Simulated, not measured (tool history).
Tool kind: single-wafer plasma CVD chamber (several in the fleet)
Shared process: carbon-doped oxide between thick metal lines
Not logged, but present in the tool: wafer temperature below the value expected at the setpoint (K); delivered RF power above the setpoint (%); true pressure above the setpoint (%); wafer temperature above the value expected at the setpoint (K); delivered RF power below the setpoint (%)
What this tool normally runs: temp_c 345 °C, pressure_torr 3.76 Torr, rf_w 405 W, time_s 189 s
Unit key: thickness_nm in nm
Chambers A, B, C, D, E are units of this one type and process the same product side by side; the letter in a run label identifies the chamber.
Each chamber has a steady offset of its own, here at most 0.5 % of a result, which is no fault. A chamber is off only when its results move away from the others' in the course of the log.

run	hour	temp_c	pressure_torr	rf_w	time_s	hours since the last thermocouple change	hours since the last RF generator calibration	hours since the last manometer calibration	read-back reference wafer on the same gauge, thickness_nm	thickness_nm
1C	6.6	345	3.76	405	189	163.5	2619.4	2413.2	870.42	799.95
2B	13.6	345	3.76	405	189	157.1	143.3	623.4	870.30	798.72
3A	19.6	345	3.76	405	189	385.8	855.4	1461.1	870.16	798.75
4E	26.4	345	3.76	405	189	438.5	2579.3	1666.8	870.92	801.74
5D	33.8	345	3.76	405	189	336.6	1659.1	261.9	870.98	803.66
6D	40.0	345	3.76	405	189	342.8	1665.3	268.1	871.01	803.77
7A	43.7	345	3.76	450	189	409.9	879.5	1485.2	871.57	863.41
8B	50.0	345	3.76	450	189	193.5	179.7	659.8	871.32	867.40
9C	55.5	345	3.76	450	189	212.4	2668.3	2462.1	871.63	865.98
10E	60.9	345	3.76	450	189	473.0	2613.8	1701.3	872.01	865.63
# hour 64.4: chamber E: RF generator calibrated
11D	68.0	345	3.76	450	189	370.8	1693.3	296.1	872.14	869.70
12C	75.3	345	3.76	405	189	232.2	2688.1	2481.9	872.73	800.73
# hour 78.6: chamber C: capacitance manometer re-zeroed and calibrated
13B	80.4	345	3.76	405	189	223.9	210.1	690.2	872.40	802.45
# hour 85.3: chamber D: RF generator calibrated
14E	87.8	345	3.76	405	189	499.9	23.4	1728.2	872.86	807.25
15A	95.1	345	3.76	485	167	461.3	930.9	1536.6	873.18	800.66
16A	99.8	345	3.76	485	167	466.0	935.6	1541.3	873.35	803.67
17D	105.2	345	3.76	485	167	408.0	20.0	333.3	873.36	807.52
18B	110.6	345	3.76	485	167	254.1	240.3	720.4	873.67	803.28
# hour 112.8: chamber C: RF generator calibrated
19E	116.2	345	3.76	485	167	528.3	51.8	1756.6	873.54	807.09
20C	122.8	345	3.76	405	189	279.7	10.0	44.2	873.72	805.11
21E	129.6	345	3.76	405	189	541.7	65.2	1770.0	873.90	806.75
22A	133.0	345	3.76	405	189	499.2	968.8	1574.5	874.11	802.98
23B	137.1	345	3.76	405	189	280.6	266.8	746.9	874.40	802.41
24D	141.2	345	3.76	405	189	444.0	56.0	369.3	874.49	806.46
25C	148.4	345	3.76	405	189	305.3	35.6	69.8	874.26	803.00
26D	152.0	351	3.76	405	212	454.8	66.8	380.1	874.60	890.77
27A	156.6	351	3.76	405	212	522.8	992.4	1598.1	874.96	886.98
28C	162.4	351	3.76	405	212	319.3	49.6	83.8	875.48	888.89
29B	166.7	351	3.76	405	212	310.2	296.4	776.5	875.56	888.91
30E	170.8	351	3.76	405	212	582.9	106.4	1811.2	875.49	892.10
31A	174.8	345	3.76	405	189	541.0	1010.6	1616.3	875.52	801.17
32D	179.2	351	3.76	430	189	482.0	94.0	407.3	875.86	831.04
33E	182.7	351	3.76	430	189	594.8	118.3	1823.1	875.63	829.49
34B	186.9	351	3.76	430	189	330.4	316.6	796.7	875.87	827.84

Is one chamber out of step, is the gauge drifting, or do the chambers differ by no more than their own small offsets? For an off chamber, give its letter and the likeliest cause.

Every chamber seems to shift together because the gauge that measures them all drifts; the chambers themselves are fine.
Cause: gauge reads high (%) = 0.696.
